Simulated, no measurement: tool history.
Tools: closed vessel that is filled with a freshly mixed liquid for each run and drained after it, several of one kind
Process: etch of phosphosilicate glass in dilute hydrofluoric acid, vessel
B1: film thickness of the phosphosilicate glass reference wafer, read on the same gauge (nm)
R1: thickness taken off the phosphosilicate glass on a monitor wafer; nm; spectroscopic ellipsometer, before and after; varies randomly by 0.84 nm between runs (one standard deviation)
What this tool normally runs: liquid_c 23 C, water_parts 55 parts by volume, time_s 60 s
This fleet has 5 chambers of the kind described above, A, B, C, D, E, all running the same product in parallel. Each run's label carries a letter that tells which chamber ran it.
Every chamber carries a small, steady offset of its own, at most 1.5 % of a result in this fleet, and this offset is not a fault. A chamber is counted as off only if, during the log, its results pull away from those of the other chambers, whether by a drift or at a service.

Run 1C, hour 6.3: usual settings; B1 79.975. Result: R1 201.88 nm.
Run 2A, hour 15.6: usual settings; B1 80.037. Result: R1 201.08 nm.
Run 3B, hour 21: usual settings; B1 80.023. Result: R1 202.61 nm.
Run 4D, hour 30: usual settings; B1 79.982. Result: R1 200.06 nm.
Run 5E, hour 38.4: usual settings; B1 80.035. Result: R1 202.01 nm.
Run 6D, hour 46.1: usual settings; B1 80.021. Result: R1 200.45 nm.
Run 7A, hour 53.4: usual settings; B1 79.976. Result: R1 200.66 nm.
Run 8B, hour 58.5: usual settings; B1 80.04. Result: R1 201.56 nm.
Run 9E, hour 64.5: usual settings but time_s 70 s; B1 80.009. Result: R1 234.96 nm.
Run 10C, hour 73.6: usual settings but time_s 70 s; B1 80.015. Result: R1 235.65 nm.
Run 11B, hour 82.4: usual settings but time_s 70 s; B1 79.978. Result: R1 234.64 nm.
Run 12C, hour 88.2: usual settings but time_s 70 s; B1 79.995. Result: R1 238.19 nm.
Run 13A, hour 94.4: usual settings but time_s 70 s; B1 80.028. Result: R1 232.34 nm.
Run 14E, hour 100: usual settings but liquid_c 19 C, time_s 45 s; B1 79.999. Result: R1 127.33 nm.
Run 15D, hour 108.1: usual settings but liquid_c 19 C, time_s 45 s; B1 80.031. Result: R1 126.77 nm.
Run 16B, hour 115.7: usual settings but liquid_c 19 C, time_s 45 s; B1 80.001. Result: R1 127.32 nm.
Run 17A, hour 123.8: usual settings but liquid_c 19 C, time_s 45 s; B1 80.003. Result: R1 127.9 nm.
Run 18E, hour 132: usual settings but liquid_c 19 C, time_s 45 s; B1 79.955. Result: R1 127.56 nm.
Run 19C, hour 137.4: usual settings; B1 79.97. Result: R1 202.51 nm.
Run 20D, hour 145.6: usual settings; B1 79.961. Result: R1 198.16 nm.
Run 21E, hour 153: usual settings; B1 80.025. Result: R1 201.22 nm.
Run 22D, hour 161.3: usual settings; B1 80.019. Result: R1 199.66 nm.
Run 23B, hour 169.5: usual settings; B1 80.014. Result: R1 201.45 nm.
Run 24A, hour 175.4: usual settings; B1 80.05. Result: R1 200.19 nm.
At hour 180.2: chamber D: hydrofluoric acid flow meter replaced.
Run 25C, hour 180.7: usual settings but water_parts 70 parts by volume; B1 79.979. Result: R1 155.72 nm.
Run 26A, hour 187.8: usual settings but water_parts 70 parts by volume; B1 80.033. Result: R1 155.58 nm.
Run 27E, hour 195.3: usual settings but water_parts 70 parts by volume; B1 80.006. Result: R1 155.58 nm.
Run 28C, hour 204.2: usual settings but water_parts 70 parts by volume; B1 80.011. Result: R1 155.68 nm.
Run 29B, hour 212.6: usual settings but water_parts 70 parts by volume; B1 80.035. Result: R1 155.83 nm.
Run 30D, hour 220.9: usual settings; B1 79.988. Result: R1 200.04 nm.
Run 31B, hour 225.4: usual settings; B1 80.03. Result: R1 201.85 nm.

What goes on in this fleet: one chamber off, a drifting gauge, or nothing beyond the chambers' own small offsets? Name the chamber and the cause, if any.

Neither any chamber nor the gauge drifts; the chambers differ only by their own small, steady offsets.

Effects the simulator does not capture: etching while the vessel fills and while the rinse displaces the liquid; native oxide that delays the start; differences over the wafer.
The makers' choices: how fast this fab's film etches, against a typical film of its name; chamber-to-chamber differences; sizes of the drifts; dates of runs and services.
